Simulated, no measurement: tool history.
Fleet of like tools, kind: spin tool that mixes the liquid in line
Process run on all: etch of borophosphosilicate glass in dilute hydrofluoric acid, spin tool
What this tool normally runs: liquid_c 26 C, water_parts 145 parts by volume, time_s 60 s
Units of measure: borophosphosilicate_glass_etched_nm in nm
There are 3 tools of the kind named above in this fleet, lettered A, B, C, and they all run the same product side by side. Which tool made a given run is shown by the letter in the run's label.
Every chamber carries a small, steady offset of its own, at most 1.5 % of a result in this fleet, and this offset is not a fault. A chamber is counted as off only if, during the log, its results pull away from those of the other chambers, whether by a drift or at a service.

run,hour,liquid_c,water_parts,time_s,"read-back film thickness of the borophosphosilicate glass reference wafer, read on the same gauge (nm)",borophosphosilicate_glass_etched_nm
1C,4.3,26,145,60,89.969,25.819
2A,7.0,26,145,60,90.016,25.542
3B,10.8,26,145,60,90.068,25.867
4A,15.7,26,145,60,89.948,25.255
5B,18.5,26,145,60,90.002,25.735
6C,21.7,26,145,60,89.975,25.385
7C,27.5,26,145,60,89.994,25.777
8A,31.4,26,145,60,89.998,25.219
9B,35.2,26,145,60,89.971,25.818
10B,41.1,26,145,60,89.963,25.438
11C,44.6,26,145,60,89.998,25.546
12A,48.0,26,145,60,89.980,25.354
13C,51.0,26,145,60,90.071,25.500
14B,54.0,26,145,60,90.002,26.005
15A,59.3,26,145,60,90.000,25.323
16B,65.4,26,145,60,90.011,26.176
17A,71.2,26,145,60,90.049,25.525
18C,74.9,26,145,60,89.989,25.399
19B,78.3,26,145,60,89.969,26.375
20A,83.4,26,145,60,90.029,25.560
21C,87.4,26,145,60,90.000,25.517
22A,90.1,26,145,60,90.003,25.302
23C,94.8,26,145,60,90.030,25.356
24B,99.1,26,145,60,89.984,26.860
25B,105.0,26,145,60,90.044,27.296
26A,108.2,26,145,60,90.021,25.461

Is one chamber out of step, is the gauge drifting, or do the chambers differ by no more than their own small offsets? For an off chamber, give its letter and the likeliest cause.

Little by little, chamber B moves away from the other chambers.
Likeliest cause: hydrofluoric acid flow above the setpoint (%) = 5.29.
The log may not separate it from: liquid hotter than its thermometer reads (K).

Here are 4 candidates for chamber B's next run, each the usual settings with a change, their results left as question marks. Which one brings its results back in line with what the others give on the usual settings?
In-line tolerance around the mean of the other chambers on the usual settings: borophosphosilicate_glass_etched_nm 0.710 nm
27B-1,112.6,25.5,145,60,,?
27B-2,112.6,28.0,145,60,,?
27B-3,112.6,26.5,145,60,,?
27B-4,112.6,26.0,155,60,,?

The mean the other chambers reach with the usual settings: borophosphosilicate_glass_etched_nm 25.553 nm
run,borophosphosilicate_glass_etched_nm
27B-1,26.875
27B-2,29.550
27B-3,27.931
27B-4,25.369
27B-4 puts the chamber back in line with the other chambers.
